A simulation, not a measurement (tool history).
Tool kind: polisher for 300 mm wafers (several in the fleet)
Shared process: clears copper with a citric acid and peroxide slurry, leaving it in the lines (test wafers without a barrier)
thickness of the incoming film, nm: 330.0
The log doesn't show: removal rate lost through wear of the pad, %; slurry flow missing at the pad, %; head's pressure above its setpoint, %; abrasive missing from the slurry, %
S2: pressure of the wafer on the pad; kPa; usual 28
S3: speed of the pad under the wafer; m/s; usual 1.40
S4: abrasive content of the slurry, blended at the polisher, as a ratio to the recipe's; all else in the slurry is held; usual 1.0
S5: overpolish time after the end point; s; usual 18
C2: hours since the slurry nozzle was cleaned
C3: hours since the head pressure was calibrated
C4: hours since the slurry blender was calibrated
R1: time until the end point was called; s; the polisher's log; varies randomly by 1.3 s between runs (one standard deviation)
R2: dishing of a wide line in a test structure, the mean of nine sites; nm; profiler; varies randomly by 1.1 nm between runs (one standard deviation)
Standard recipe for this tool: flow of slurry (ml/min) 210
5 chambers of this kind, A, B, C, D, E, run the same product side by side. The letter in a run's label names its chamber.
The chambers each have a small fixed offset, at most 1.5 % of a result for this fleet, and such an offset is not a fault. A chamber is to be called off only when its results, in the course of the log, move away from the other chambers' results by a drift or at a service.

run 1E hour=6.2 | flow_of_slurry_(ml/min)=210 S2=28 S3=1.40 S4=1.0 S5=18 | wafers_polished_on_this_pad=1379 C2=528.7 C3=140.6 C4=46.2 | R1=82.396 R2=50.794
-- hour=7.3 chamber C: slurry nozzle cleaned
-- hour=8.0 chamber A: head pressure recalibrated
run 2D hour=9.4 | flow_of_slurry_(ml/min)=210 S2=28 S3=1.40 S4=1.0 S5=18 | wafers_polished_on_this_pad=809 C2=315.8 C3=197.5 C4=63.2 | R1=78.134 R2=48.824
-- hour=10.7 chamber D: slurry nozzle cleaned
run 3B hour=14.2 | flow_of_slurry_(ml/min)=210 S2=28 S3=1.40 S4=1.0 S5=18 | wafers_polished_on_this_pad=495 C2=358.5 C3=825.3 C4=125.8 | R1=78.910 R2=49.028
-- hour=14.8 chamber E: worn pad replaced by a new one
run 4A hour=17.9 | flow_of_slurry_(ml/min)=210 S2=28 S3=1.40 S4=1.0 S5=18 | wafers_polished_on_this_pad=406 C2=46.7 C3=9.9 C4=287.4 | R1=80.286 R2=48.186
run 5C hour=23.5 | flow_of_slurry_(ml/min)=210 S2=28 S3=1.40 S4=1.0 S5=18 | wafers_polished_on_this_pad=220 C2=16.3 C3=137.4 C4=117.2 | R1=77.854 R2=49.902
run 6C hour=29.9 | flow_of_slurry_(ml/min)=210 S2=28 S3=1.40 S4=1.0 S5=18 | wafers_polished_on_this_pad=271 C2=22.7 C3=143.8 C4=123.6 | R1=79.211 R2=48.913
run 7D hour=35.2 | flow_of_slurry_(ml/min)=210 S2=28 S3=1.40 S4=1.0 S5=18 | wafers_polished_on_this_pad=1011 C2=24.6 C3=223.3 C4=89.0 | R1=81.423 R2=48.549
-- hour=36.0 chamber C: slurry blender recalibrated
run 8A hour=40.5 | flow_of_slurry_(ml/min)=210 S2=28 S3=1.40 S4=1.0 S5=18 | wafers_polished_on_this_pad=584 C2=69.3 C3=32.5 C4=310.0 | R1=79.540 R2=47.901
run 9B hour=44.3 | flow_of_slurry_(ml/min)=210 S2=28 S3=1.40 S4=1.0 S5=18 | wafers_polished_on_this_pad=731 C2=388.6 C3=855.4 C4=155.9 | R1=79.672 R2=48.885
-- hour=45.0 chamber D: worn pad replaced by a new one
run 10E hour=50.8 | flow_of_slurry_(ml/min)=210 S2=28 S3=1.40 S4=1.0 S5=18 | wafers_polished_on_this_pad=282 C2=573.3 C3=185.2 C4=90.8 | R1=78.110 R2=49.206
-- hour=57.2 chamber B: slurry blender recalibrated
run 11A hour=57.6 | flow_of_slurry_(ml/min)=210 S2=28 S3=1.40 S4=1.0 S5=18 | wafers_polished_on_this_pad=718 C2=86.4 C3=49.6 C4=327.1 | R1=80.226 R2=49.160
run 12B hour=64.6 | flow_of_slurry_(ml/min)=280 S2=28 S3=1.40 S4=1.0 S5=9 | wafers_polished_on_this_pad=890 C2=408.9 C3=875.7 C4=7.5 | R1=76.440 R2=28.481
run 13D hour=67.8 | flow_of_slurry_(ml/min)=280 S2=28 S3=1.40 S4=1.0 S5=9 | wafers_polished_on_this_pad=178 C2=57.2 C3=255.9 C4=121.6 | R1=74.706 R2=27.060
run 14E hour=71.2 | flow_of_slurry_(ml/min)=280 S2=28 S3=1.40 S4=1.0 S5=9 | wafers_polished_on_this_pad=442 C2=593.7 C3=205.6 C4=111.2 | R1=75.644 R2=28.527
-- hour=72.7 chamber A: worn pad replaced by a new one
run 15C hour=78.0 | flow_of_slurry_(ml/min)=280 S2=28 S3=1.40 S4=1.0 S5=9 | wafers_polished_on_this_pad=648 C2=70.8 C3=191.9 C4=42.0 | R1=75.474 R2=27.359
-- hour=81.6 chamber A: slurry blender recalibrated
run 16D hour=83.9 | flow_of_slurry_(ml/min)=280 S2=28 S3=1.40 S4=1.0 S5=9 | wafers_polished_on_this_pad=305 C2=73.3 C3=272.0 C4=137.7 | R1=77.456 R2=28.826
run 17C hour=87.7 | flow_of_slurry_(ml/min)=210 S2=28 S3=1.40 S4=1.0 S5=18 | wafers_polished_on_this_pad=724 C2=80.5 C3=201.6 C4=51.7 | R1=77.725 R2=49.940
run 18B hour=94.9 | flow_of_slurry_(ml/min)=210 S2=28 S3=1.40 S4=1.0 S5=18 | wafers_polished_on_this_pad=1128 C2=439.2 C3=906.0 C4=37.8 | R1=77.882 R2=50.584
-- hour=98.7 chamber B: head pressure recalibrated
run 19A hour=101.4 | flow_of_slurry_(ml/min)=210 S2=28 S3=1.40 S4=1.0 S5=18 | wafers_polished_on_this_pad=225 C2=130.2 C3=93.4 C4=19.9 | R1=81.344 R2=49.775
run 20E hour=107.5 | flow_of_slurry_(ml/min)=210 S2=28 S3=1.40 S4=1.0 S5=18 | wafers_polished_on_this_pad=727 C2=630.0 C3=241.9 C4=147.5 | R1=79.787 R2=49.376
run 21A hour=112.3 | flow_of_slurry_(ml/min)=210 S2=28 S3=1.40 S4=1.0 S5=18 | wafers_polished_on_this_pad=310 C2=141.1 C3=104.3 C4=30.8 | R1=79.313 R2=50.222
-- hour=115.8 chamber E: slurry blender recalibrated
run 22E hour=117.2 | flow_of_slurry_(ml/min)=210 S2=28 S3=1.40 S4=1.0 S5=18 | wafers_polished_on_this_pad=803 C2=639.7 C3=251.6 C4=1.5 | R1=79.884 R2=50.117
run 23B hour=120.5 | flow_of_slurry_(ml/min)=210 S2=28 S3=1.40 S4=1.0 S5=18 | wafers_polished_on_this_pad=1328 C2=464.8 C3=21.9 C4=63.4 | R1=80.389 R2=49.265
-- hour=121.9 chamber B: worn pad replaced by a new one
run 24C hour=127.2 | flow_of_slurry_(ml/min)=210 S2=34 S3=1.40 S4=1.0 S5=21 | wafers_polished_on_this_pad=1034 C2=120.0 C3=241.1 C4=91.2 | R1=63.413 R2=65.727
run 25D hour=133.6 | flow_of_slurry_(ml/min)=210 S2=34 S3=1.40 S4=1.0 S5=21 | wafers_polished_on_this_pad=694 C2=123.0 C3=321.7 C4=187.4 | R1=64.248 R2=68.624
run 26B hour=138.0 | flow_of_slurry_(ml/min)=210 S2=34 S3=1.40 S4=1.0 S5=21 | wafers_polished_on_this_pad=126 C2=482.3 C3=39.4 C4=80.9 | R1=63.689 R2=67.080
-- hour=139.1 chamber C: worn pad replaced by a new one
-- hour=139.2 chamber C: slurry blender recalibrated
-- hour=143.6 chamber D: slurry blender recalibrated
run 27E hour=144.3 | flow_of_slurry_(ml/min)=210 S2=34 S3=1.40 S4=1.0 S5=21 | wafers_polished_on_this_pad=1015 C2=666.8 C3=278.7 C4=28.6 | R1=63.947 R2=69.351
run 28A hour=148.0 | flow_of_slurry_(ml/min)=210 S2=34 S3=1.40 S4=1.0 S5=21 | wafers_polished_on_this_pad=590 C2=176.8 C3=140.0 C4=66.5 | R1=64.719 R2=66.544
run 29C hour=154.7 | flow_of_slurry_(ml/min)=275 S2=28 S3=1.68 S4=1.0 S5=18 | wafers_polished_on_this_pad=122 C2=147.5 C3=268.6 C4=15.5 | R1=63.437 R2=57.139
run 30D hour=158.2 | flow_of_slurry_(ml/min)=275 S2=28 S3=1.68 S4=1.0 S5=18 | wafers_polished_on_this_pad=887 C2=147.6 C3=346.3 C4=14.7 | R1=64.911 R2=58.278
run 31D hour=163.7 | flow_of_slurry_(ml/min)=275 S2=28 S3=1.68 S4=1.0 S5=18 | wafers_polished_on_this_pad=931 C2=153.1 C3=351.8 C4=20.2 | R1=65.722 R2=57.741
-- hour=164.8 chamber E: worn pad replaced by a new one
run 32B hour=168.4 | flow_of_slurry_(ml/min)=275 S2=28 S3=1.68 S4=1.0 S5=18 | wafers_polished_on_this_pad=365 C2=512.7 C3=69.8 C4=111.3 | R1=65.941 R2=58.791
-- hour=172.2 chamber D: worn pad replaced by a new one
-- hour=172.7 chamber A: worn pad replaced by a new one
run 33E hour=173.5 | flow_of_slurry_(ml/min)=275 S2=28 S3=1.68 S4=1.0 S5=18 | wafers_polished_on_this_pad=68 C2=696.0 C3=307.9 C4=57.8 | R1=65.948 R2=59.507
run 34C hour=179.2 | flow_of_slurry_(ml/min)=210 S2=28 S3=1.08 S4=0.7 S5=18 | wafers_polished_on_this_pad=314 C2=172.0 C3=293.1 C4=40.0 | R1=108.460 R2=36.764
run 35A hour=184.2 | flow_of_slurry_(ml/min)=210 S2=28 S3=1.08 S4=0.7 S5=18 | wafers_polished_on_this_pad=90 C2=213.0 C3=176.2 C4=102.7 | R1=109.200 R2=35.871
run 36D hour=190.5 | flow_of_slurry_(ml/min)=210 S2=28 S3=1.08 S4=0.7 S5=18 | wafers_polished_on_this_pad=143 C2=179.9 C3=378.6 C4=47.0 | R1=109.790 R2=38.439

Does one chamber stand apart from the rest, does the shared gauge drift, or is all well apart from small per-chamber offsets? Give the chamber and the most likely cause, where there is one.

Nothing is wrong: each chamber keeps only its own small, steady offset and the gauge holds still.

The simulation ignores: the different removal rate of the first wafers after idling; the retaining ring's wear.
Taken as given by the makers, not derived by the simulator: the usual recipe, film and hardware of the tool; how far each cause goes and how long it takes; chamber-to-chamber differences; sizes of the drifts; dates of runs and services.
